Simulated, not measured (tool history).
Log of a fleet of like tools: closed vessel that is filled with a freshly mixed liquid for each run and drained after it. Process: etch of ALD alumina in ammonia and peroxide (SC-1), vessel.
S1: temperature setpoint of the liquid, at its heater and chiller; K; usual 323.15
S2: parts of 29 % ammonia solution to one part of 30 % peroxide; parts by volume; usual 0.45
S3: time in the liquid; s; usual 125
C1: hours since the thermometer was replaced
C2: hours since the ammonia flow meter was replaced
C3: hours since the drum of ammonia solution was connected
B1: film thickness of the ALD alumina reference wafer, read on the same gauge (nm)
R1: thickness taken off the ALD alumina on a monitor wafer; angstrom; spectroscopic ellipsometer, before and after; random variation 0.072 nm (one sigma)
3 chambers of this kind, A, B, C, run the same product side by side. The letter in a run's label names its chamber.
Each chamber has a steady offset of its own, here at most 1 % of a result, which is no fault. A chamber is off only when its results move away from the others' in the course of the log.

{"run": "1A", "day": 0.304, "S1": 323.15, "S2": 0.45, "S3": 125, "C1": 953.5, "C2": 1443.0, "C3": 847.1, "B1": 29.999, "R1": 78.746}
{"run": "2C", "day": 0.858, "S1": 323.15, "S2": 0.45, "S3": 125, "C1": 897.8, "C2": 1930.7, "C3": 498.4, "B1": 29.99, "R1": 77.271}
{"run": "3B", "day": 1.108, "S1": 323.15, "S2": 0.45, "S3": 125, "C1": 548.9, "C2": 270.7, "C3": 76.3, "B1": 29.991, "R1": 77.55}
{"run": "4B", "day": 1.638, "S1": 323.15, "S2": 0.45, "S3": 125, "C1": 561.6, "C2": 283.4, "C3": 89.0, "B1": 29.999, "R1": 77.572}
{"run": "5A", "day": 1.983, "S1": 323.15, "S2": 0.45, "S3": 125, "C1": 993.8, "C2": 1483.3, "C3": 887.4, "B1": 30.006, "R1": 77.432}
{"day": 2.496, "done": "chamber C: ammonia flow meter replaced"}
{"run": "6C", "day": 2.55, "S1": 323.15, "S2": 0.45, "S3": 125, "C1": 938.4, "C2": 1.3, "C3": 539.0, "B1": 30.012, "R1": 77.66}
{"run": "7B", "day": 2.846, "S1": 323.15, "S2": 0.45, "S3": 125, "C1": 590.6, "C2": 312.4, "C3": 118.0, "B1": 29.991, "R1": 77.993}
{"run": "8C", "day": 3.371, "S1": 323.15, "S2": 0.45, "S3": 125, "C1": 958.1, "C2": 21.0, "C3": 558.7, "B1": 29.995, "R1": 78.625}
{"run": "9A", "day": 3.879, "S1": 323.15, "S2": 0.45, "S3": 125, "C1": 1039.3, "C2": 1528.8, "C3": 932.9, "B1": 30.01, "R1": 79.445}
{"run": "10A", "day": 4.371, "S1": 323.15, "S2": 0.45, "S3": 125, "C1": 1051.1, "C2": 1540.6, "C3": 944.7, "B1": 29.989, "R1": 79.081}
{"run": "11B", "day": 4.788, "S1": 323.15, "S2": 0.35, "S3": 125, "C1": 637.2, "C2": 359.0, "C3": 164.6, "B1": 30.005, "R1": 76.149}
{"run": "12C", "day": 5.179, "S1": 323.15, "S2": 0.35, "S3": 125, "C1": 1001.5, "C2": 64.4, "C3": 602.1, "B1": 29.983, "R1": 76.363}
{"run": "13A", "day": 5.508, "S1": 323.15, "S2": 0.35, "S3": 125, "C1": 1078.4, "C2": 1567.9, "C3": 972.0, "B1": 29.976, "R1": 78.558}
{"run": "14B", "day": 5.846, "S1": 323.15, "S2": 0.45, "S3": 125, "C1": 662.6, "C2": 384.4, "C3": 190.0, "B1": 30.011, "R1": 77.859}
{"run": "15C", "day": 6.375, "S1": 323.15, "S2": 0.45, "S3": 125, "C1": 1030.2, "C2": 93.1, "C3": 630.8, "B1": 30.0, "R1": 78.833}
{"run": "16B", "day": 6.788, "S1": 323.15, "S2": 0.45, "S3": 125, "C1": 685.2, "C2": 407.0, "C3": 212.6, "B1": 29.987, "R1": 78.436}
{"run": "17C", "day": 7.171, "S1": 323.15, "S2": 0.45, "S3": 125, "C1": 1049.3, "C2": 112.2, "C3": 649.9, "B1": 30.016, "R1": 78.141}
{"run": "18A", "day": 7.6, "S1": 314.15, "S2": 0.45, "S3": 70, "C1": 1128.6, "C2": 1618.1, "C3": 1022.2, "B1": 30.005, "R1": 26.471}
{"run": "19C", "day": 7.988, "S1": 314.15, "S2": 0.45, "S3": 70, "C1": 1068.9, "C2": 131.8, "C3": 669.5, "B1": 29.983, "R1": 26.048}
{"run": "20A", "day": 8.508, "S1": 314.15, "S2": 0.45, "S3": 70, "C1": 1150.4, "C2": 1639.9, "C3": 1044.0, "B1": 30.012, "R1": 26.734}
{"run": "21B", "day": 8.788, "S1": 323.15, "S2": 0.45, "S3": 125, "C1": 733.2, "C2": 455.0, "C3": 260.6, "B1": 30.006, "R1": 79.829}
{"run": "22A", "day": 9.267, "S1": 323.15, "S2": 0.45, "S3": 125, "C1": 1168.6, "C2": 1658.1, "C3": 1062.2, "B1": 30.003, "R1": 81.086}
{"run": "23B", "day": 9.592, "S1": 323.15, "S2": 0.45, "S3": 125, "C1": 752.5, "C2": 474.3, "C3": 279.9, "B1": 30.02, "R1": 77.435}
{"run": "24C", "day": 9.862, "S1": 323.15, "S2": 0.45, "S3": 125, "C1": 1113.9, "C2": 176.8, "C3": 714.5, "B1": 29.986, "R1": 77.77}
{"run": "25B", "day": 10.196, "S1": 323.15, "S2": 0.45, "S3": 125, "C1": 767.0, "C2": 488.8, "C3": 294.4, "B1": 29.988, "R1": 77.351}
{"day": 10.612, "done": "chamber A: new drum of ammonia solution connected"}
{"run": "26C", "day": 10.721, "S1": 323.15, "S2": 0.45, "S3": 125, "C1": 1134.5, "C2": 197.4, "C3": 735.1, "B1": 30.004, "R1": 78.462}
{"run": "27A", "day": 11.071, "S1": 323.15, "S2": 0.45, "S3": 125, "C1": 1211.9, "C2": 1701.4, "C3": 11.0, "B1": 29.991, "R1": 81.356}
{"run": "28B", "day": 11.55, "S1": 323.15, "S2": 0.45, "S3": 125, "C1": 799.5, "C2": 521.3, "C3": 326.9, "B1": 30.02, "R1": 77.352}
{"day": 11.833, "done": "chamber C: new drum of ammonia solution connected"}
{"run": "29C", "day": 12.104, "S1": 323.15, "S2": 0.45, "S3": 125, "C1": 1167.7, "C2": 230.6, "C3": 6.5, "B1": 29.976, "R1": 79.233}
{"run": "30A", "day": 12.429, "S1": 323.15, "S2": 0.45, "S3": 125, "C1": 1244.5, "C2": 1734.0, "C3": 43.6, "B1": 30.021, "R1": 82.492}
{"run": "31C", "day": 12.888, "S1": 323.15, "S2": 0.45, "S3": 125, "C1": 1186.5, "C2": 249.4, "C3": 25.3, "B1": 30.018, "R1": 77.414}
{"run": "32B", "day": 13.308, "S1": 323.15, "S2": 0.45, "S3": 125, "C1": 841.7, "C2": 563.5, "C3": 369.1, "B1": 30.003, "R1": 77.907}
{"run": "33A", "day": 13.829, "S1": 323.15, "S2": 0.4, "S3": 125, "C1": 1278.1, "C2": 1767.6, "C3": 77.2, "B1": 30.007, "R1": 82.656}
{"run": "34C", "day": 14.167, "S1": 323.15, "S2": 0.4, "S3": 125, "C1": 1217.2, "C2": 280.1, "C3": 56.0, "B1": 30.016, "R1": 76.993}
{"run": "35B", "day": 14.442, "S1": 323.15, "S2": 0.4, "S3": 125, "C1": 868.9, "C2": 590.7, "C3": 396.3, "B1": 29.975, "R1": 76.902}
{"run": "36A", "day": 14.721, "S1": 323.15, "S2": 0.45, "S3": 125, "C1": 1299.5, "C2": 1789.0, "C3": 98.6, "B1": 29.999, "R1": 83.933}
{"run": "37B", "day": 15.158, "S1": 323.15, "S2": 0.45, "S3": 60, "C1": 886.1, "C2": 607.9, "C3": 413.5, "B1": 30.017, "R1": 37.507}
{"run": "38A", "day": 15.55, "S1": 323.15, "S2": 0.45, "S3": 60, "C1": 1319.4, "C2": 1808.9, "C3": 118.5, "B1": 29.977, "R1": 40.818}
{"run": "39C", "day": 16.079, "S1": 323.15, "S2": 0.45, "S3": 60, "C1": 1263.1, "C2": 326.0, "C3": 101.9, "B1": 30.004, "R1": 38.227}
{"run": "40B", "day": 16.358, "S1": 323.15, "S2": 0.45, "S3": 125, "C1": 914.9, "C2": 636.7, "C3": 442.3, "B1": 29.985, "R1": 79.572}
{"run": "41C", "day": 16.708, "S1": 323.15, "S2": 0.45, "S3": 125, "C1": 1278.2, "C2": 341.1, "C3": 117.0, "B1": 29.978, "R1": 79.555}
{"day": 16.792, "done": "chamber B: ammonia flow meter replaced"}
{"run": "42A", "day": 17.088, "S1": 323.15, "S2": 0.45, "S3": 125, "C1": 1356.3, "C2": 1845.8, "C3": 155.4, "B1": 30.032, "R1": 85.243}
{"run": "43A", "day": 17.408, "S1": 330.65, "S2": 0.45, "S3": 95, "C1": 1364.0, "C2": 1853.5, "C3": 163.1, "B1": 29.986, "R1": 95.372}
{"day": 17.417, "done": "chamber B: new drum of ammonia solution connected"}
{"run": "44B", "day": 17.808, "S1": 330.65, "S2": 0.45, "S3": 95, "C1": 949.7, "C2": 24.4, "C3": 9.4, "B1": 30.013, "R1": 89.851}

All 3 chambers run these settings next. Forecast each chamber's results:
{"run": "45A", "day": 18.225, "S1": 323.15, "S2": 0.65, "S3": 125, "R1": "?"}
{"run": "45B", "day": 18.225, "S1": 323.15, "S2": 0.65, "S3": 125, "R1": "?"}
{"run": "45C", "day": 18.225, "S1": 323.15, "S2": 0.65, "S3": 125, "R1": "?"}

run=45A R1=89.739
run=45B R1=81.001
run=45C R1=82.642

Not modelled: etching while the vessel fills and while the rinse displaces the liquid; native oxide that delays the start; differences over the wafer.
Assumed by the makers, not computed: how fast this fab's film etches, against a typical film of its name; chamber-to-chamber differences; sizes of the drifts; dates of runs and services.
